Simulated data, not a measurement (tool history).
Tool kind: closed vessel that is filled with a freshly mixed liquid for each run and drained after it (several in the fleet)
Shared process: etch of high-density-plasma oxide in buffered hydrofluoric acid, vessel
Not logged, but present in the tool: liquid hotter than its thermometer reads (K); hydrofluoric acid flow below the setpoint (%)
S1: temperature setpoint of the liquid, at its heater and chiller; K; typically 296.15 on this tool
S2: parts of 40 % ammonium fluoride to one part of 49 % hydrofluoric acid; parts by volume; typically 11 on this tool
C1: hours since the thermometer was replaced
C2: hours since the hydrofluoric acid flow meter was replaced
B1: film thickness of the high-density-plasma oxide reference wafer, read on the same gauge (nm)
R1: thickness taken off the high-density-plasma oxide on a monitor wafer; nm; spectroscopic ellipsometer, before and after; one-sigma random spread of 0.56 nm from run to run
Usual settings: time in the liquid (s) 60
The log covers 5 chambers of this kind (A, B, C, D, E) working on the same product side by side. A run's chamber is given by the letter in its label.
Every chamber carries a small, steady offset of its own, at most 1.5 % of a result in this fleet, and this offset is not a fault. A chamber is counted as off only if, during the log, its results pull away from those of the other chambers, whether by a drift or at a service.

Run 1C, day 0.408: usual settings; C1 297.7; C2 1444.4; B1 59.995. Result: R1 85.989 nm.
Run 2D, day 0.883: usual settings; C1 271.6; C2 823.9; B1 59.982. Result: R1 87.898 nm.
Run 3A, day 1.529: usual settings; C1 896.2; C2 406.7; B1 60.006. Result: R1 86.878 nm.
Run 4B, day 2.167: usual settings; C1 135.4; C2 59.9; B1 60.002. Result: R1 86.342 nm.
Run 5E, day 2.671: usual settings; C1 1243.9; C2 255.9; B1 59.985. Result: R1 87.717 nm.
Run 6A, day 3.021: usual settings; C1 932; C2 442.5; B1 60.023. Result: R1 87.733 nm.
Run 7C, day 3.412: usual settings; C1 369.8; C2 1516.5; B1 60.006. Result: R1 86.822 nm.
Run 8B, day 3.958: usual settings; C1 178.4; C2 102.9; B1 60.009. Result: R1 86.989 nm.
Run 9E, day 4.492: usual settings but S2 13 parts by volume, time in the liquid (s) 35; C1 1287.6; C2 299.6; B1 60. Result: R1 43.353 nm.
Run 10D, day 4.929: usual settings but S2 13 parts by volume, time in the liquid (s) 35; C1 368.7; C2 921; B1 59.99. Result: R1 43.939 nm.
Run 11C, day 5.392: usual settings but S2 13 parts by volume, time in the liquid (s) 35; C1 417.3; C2 1564; B1 59.996. Result: R1 42.712 nm.
Run 12B, day 5.842: usual settings but S2 13 parts by volume, time in the liquid (s) 35; C1 223.6; C2 148.1; B1 59.997. Result: R1 43.384 nm.
Run 13D, day 6.304: usual settings but S2 13 parts by volume, time in the liquid (s) 35; C1 401.7; C2 954; B1 60.005. Result: R1 44.614 nm.
Run 14E, day 6.762: usual settings; C1 1342.1; C2 354.1; B1 59.995. Result: R1 87.587 nm.
Run 15A, day 7.267: usual settings; C1 1033.9; C2 544.4; B1 60.014. Result: R1 86.819 nm.
Run 16B, day 7.758: usual settings; C1 269.6; C2 194.1; B1 60.005. Result: R1 87.1 nm.
Run 17A, day 8.233: usual settings; C1 1057.1; C2 567.6; B1 59.993. Result: R1 87.61 nm.
Run 18E, day 8.533: usual settings; C1 1384.6; C2 396.6; B1 59.99. Result: R1 86.721 nm.
Run 19D, day 8.958: usual settings; C1 465.4; C2 1017.7; B1 60.01. Result: R1 91.017 nm.
Run 20C, day 9.612: usual settings; C1 518.6; C2 1665.3; B1 60. Result: R1 87.176 nm.
Run 21B, day 9.925: usual settings; C1 321.6; C2 246.1; B1 59.999. Result: R1 86.803 nm.
Run 22A, day 10.45: usual settings; C1 1110.3; C2 620.8; B1 59.994. Result: R1 87.457 nm.
Run 23D, day 11.042: usual settings; C1 515.4; C2 1067.7; B1 60.017. Result: R1 91.32 nm.
Run 24E, day 11.633: usual settings; C1 1459; C2 471; B1 59.992. Result: R1 88.187 nm.
Run 25C, day 12.088: usual settings; C1 578; C2 1724.7; B1 60.004. Result: R1 86.009 nm.
Run 26C, day 12.621: usual settings; C1 590.8; C2 1737.5; B1 59.994. Result: R1 86.053 nm.
Run 27E, day 12.954: usual settings; C1 1490.7; C2 502.7; B1 60.004. Result: R1 86.41 nm.
At day 13.192: chamber C: hydrofluoric acid flow meter replaced.
Run 28D, day 13.342: usual settings; C1 570.6; C2 1122.9; B1 59.984. Result: R1 93.041 nm.
Run 29B, day 13.642: usual settings; C1 410.8; C2 335.3; B1 59.974. Result: R1 86.702 nm.
Run 30A, day 14.075: usual settings; C1 1197.3; C2 707.8; B1 59.986. Result: R1 87.72 nm.
Run 31B, day 14.512: usual settings; C1 431.7; C2 356.2; B1 59.998. Result: R1 87.463 nm.
Run 32E, day 15.008: usual settings; C1 1540; C2 552; B1 59.987. Result: R1 87.02 nm.
Run 33D, day 15.458: usual settings; C1 621.4; C2 1173.7; B1 60. Result: R1 92.237 nm.
Run 34C, day 15.988: usual settings; C1 671.6; C2 67.1; B1 60.009. Result: R1 87.126 nm.
Run 35A, day 16.45: usual settings; C1 1254.3; C2 764.8; B1 60.001. Result: R1 87.155 nm.
Run 36D, day 17.038: usual settings; C1 659.3; C2 1211.6; B1 59.992. Result: R1 93.067 nm.
Run 37C, day 17.325: usual settings; C1 703.7; C2 99.2; B1 59.995. Result: R1 87.732 nm.
Run 38A, day 17.821: usual settings; C1 1287.2; C2 797.7; B1 60.002. Result: R1 87.541 nm.
At day 18.233: chamber A: thermometer replaced.
Run 39B, day 18.462: usual settings but S1 298.15 K, time in the liquid (s) 80; C1 526.5; C2 451; B1 60.018. Result: R1 128.47 nm.
At day 18.796: chamber E: hydrofluoric acid flow meter replaced.
Run 40E, day 18.858: usual settings but S1 298.15 K, time in the liquid (s) 80; C1 1632.4; C2 1.6; B1 60.005. Result: R1 130.8 nm.
Run 41A, day 19.154: usual settings but S1 298.15 K, time in the liquid (s) 80; C1 22.2; C2 829.7; B1 60.024. Result: R1 130.71 nm.
Run 42D, day 19.621: usual settings but S1 298.15 K, time in the liquid (s) 80; C1 721.3; C2 1273.6; B1 60.006. Result: R1 140.58 nm.
Run 43E, day 19.938: usual settings but S1 298.15 K, time in the liquid (s) 80; C1 1658.3; C2 27.5; B1 59.989. Result: R1 130.63 nm.

Read the log: is a single chamber off, either drifting away or since a service, is the gauge that measures every chamber drifting, or is nothing wrong beyond small per-chamber offsets? Name any odd chamber and what most likely caused it.

Chamber D drifts away from the others.
Most likely cause: liquid hotter than its thermometer reads (K) = 1.42.
From this log alone, it may not be told apart from: hydrofluoric acid flow above the setpoint (%).

Here are 4 candidates for chamber D's next run, each the usual settings with a change, their results left as question marks. Which one brings its results back in line with what the others give on the usual settings?
Allowed miss from the other chambers' usual-settings mean, per result, to count as in line: R1 2 nm
Run 44D-1, day 20.408: usual settings but S2 11.5 parts by volume. Result: R1 ?.
Run 44D-2, day 20.408: usual settings but time in the liquid (s) 55. Result: R1 ?.
Run 44D-3, day 20.408: usual settings but S1 296.65 K. Result: R1 ?.
Run 44D-4, day 20.408: usual settings but time in the liquid (s) 65. Result: R1 ?.

Other chambers, usual settings, mean: R1 87.261 nm
  run      R1
44D-1  90.806
44D-2  86.899
44D-3  97.407
44D-4   102.7
The right change is 44D-2: it brings the chamber back within the allowed miss of the others.

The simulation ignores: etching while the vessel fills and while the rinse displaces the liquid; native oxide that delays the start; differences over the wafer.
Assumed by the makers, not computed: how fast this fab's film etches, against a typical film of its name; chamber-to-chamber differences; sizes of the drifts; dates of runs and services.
